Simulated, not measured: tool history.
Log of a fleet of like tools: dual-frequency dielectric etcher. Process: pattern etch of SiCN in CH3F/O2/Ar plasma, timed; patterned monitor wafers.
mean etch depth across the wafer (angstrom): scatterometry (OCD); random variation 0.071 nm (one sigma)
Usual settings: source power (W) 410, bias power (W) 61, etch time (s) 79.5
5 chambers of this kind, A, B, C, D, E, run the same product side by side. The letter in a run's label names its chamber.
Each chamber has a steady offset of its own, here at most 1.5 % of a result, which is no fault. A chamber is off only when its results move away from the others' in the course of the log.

| run | hour | source power (W) | bias power (W) | etch time (s) | read-back reference wafer on the same gauge, depth_nm | mean etch depth across the wafer (angstrom) |
|---|---|---|---|---|---|---|
| 1B | 13.7 | 410 | 61 | 79.5 | 24.107 | 284.99 |
| 2D | 26.8 | 410 | 61 | 79.5 | 24.103 | 288.91 |
| 3C | 40.8 | 410 | 61 | 79.5 | 24.098 | 286.07 |
| 4A | 50.0 | 410 | 61 | 79.5 | 24.113 | 281.03 |
| 5E | 62.0 | 410 | 61 | 79.5 | 24.090 | 285.61 |
| 6C | 75.7 | 410 | 61 | 79.5 | 24.101 | 284.66 |
| 7E | 88.2 | 410 | 61 | 79.5 | 24.098 | 285.04 |
| 8A | 101.9 | 410 | 61 | 79.5 | 24.109 | 280.37 |
| 9B | 109.0 | 410 | 61 | 79.5 | 24.083 | 283.57 |
| 10D | 116.9 | 410 | 61 | 79.5 | 24.111 | 287.86 |
| 11B | 128.9 | 410 | 61 | 79.5 | 24.088 | 282.83 |
|  | 134.1 | chamber C: wet clean of the chamber |
| 12D | 135.2 | 410 | 61 | 79.5 | 24.107 | 287.97 |
| 13E | 147.3 | 410 | 61 | 79.5 | 24.108 | 285.56 |
| 14C | 155.4 | 410 | 61 | 79.5 | 24.104 | 285.78 |
|  | 159.5 | chamber E: wet clean of the chamber |
| 15A | 167.6 | 410 | 61 | 79.5 | 24.100 | 282.56 |
| 16D | 180.2 | 410 | 61 | 79.5 | 24.102 | 287.74 |
|  | 183.3 | chamber B: wet clean of the chamber |
| 17E | 189.3 | 410 | 61 | 79.5 | 24.090 | 277.22 |
| 18C | 196.9 | 370 | 61 | 68.5 | 24.115 | 235.59 |
| 19A | 207.1 | 370 | 61 | 68.5 | 24.091 | 233.81 |
|  | 207.3 | chamber D: wet clean of the chamber |
| 20B | 218.9 | 370 | 61 | 68.5 | 24.079 | 234.36 |
| 21D | 229.2 | 370 | 61 | 68.5 | 24.096 | 238.99 |
| 22E | 240.5 | 370 | 61 | 68.5 | 24.094 | 228.79 |
| 23C | 250.0 | 410 | 61 | 79.5 | 24.102 | 286.29 |
| 24A | 256.2 | 410 | 61 | 79.5 | 24.105 | 283.22 |
| 25B | 264.3 | 410 | 61 | 79.5 | 24.098 | 281.93 |
| 26C | 275.9 | 410 | 61 | 79.5 | 24.099 | 285.59 |
| 27D | 283.3 | 410 | 61 | 79.5 | 24.094 | 288.87 |
| 28E | 289.7 | 410 | 61 | 79.5 | 24.106 | 277.30 |
| 29B | 300.7 | 410 | 61 | 79.5 | 24.090 | 283.01 |
| 30A | 311.2 | 410 | 61 | 79.5 | 24.114 | 282.12 |
| 31E | 322.6 | 410 | 61 | 79.5 | 24.102 | 278.26 |
|  | 324.8 | chamber A: wet clean of the chamber |
| 32B | 335.6 | 460 | 61 | 79.5 | 24.096 | 296.62 |
| 33D | 346.1 | 460 | 61 | 79.5 | 24.104 | 301.94 |
| 34C | 356.7 | 460 | 61 | 79.5 | 24.120 | 298.88 |
| 35A | 365.3 | 460 | 61 | 79.5 | 24.094 | 295.20 |
| 36C | 374.2 | 460 | 61 | 79.5 | 24.098 | 298.87 |
| 37D | 382.3 | 410 | 61 | 79.5 | 24.104 | 288.32 |
| 38A | 392.6 | 410 | 61 | 79.5 | 24.097 | 281.75 |

All 5 chambers run these settings next. Forecast each chamber's results:
| 39A | 402.8 | 410 | 61 | 79.5 |  | ? |
| 39B | 402.8 | 410 | 61 | 79.5 |  | ? |
| 39C | 402.8 | 410 | 61 | 79.5 |  | ? |
| 39D | 402.8 | 410 | 61 | 79.5 |  | ? |
| 39E | 402.8 | 410 | 61 | 79.5 |  | ? |

| run | mean etch depth across the wafer (angstrom) |
|---|---|
| 39A | 281.78 |
| 39B | 282.83 |
| 39C | 286.97 |
| 39D | 287.07 |
| 39E | 276.35 |
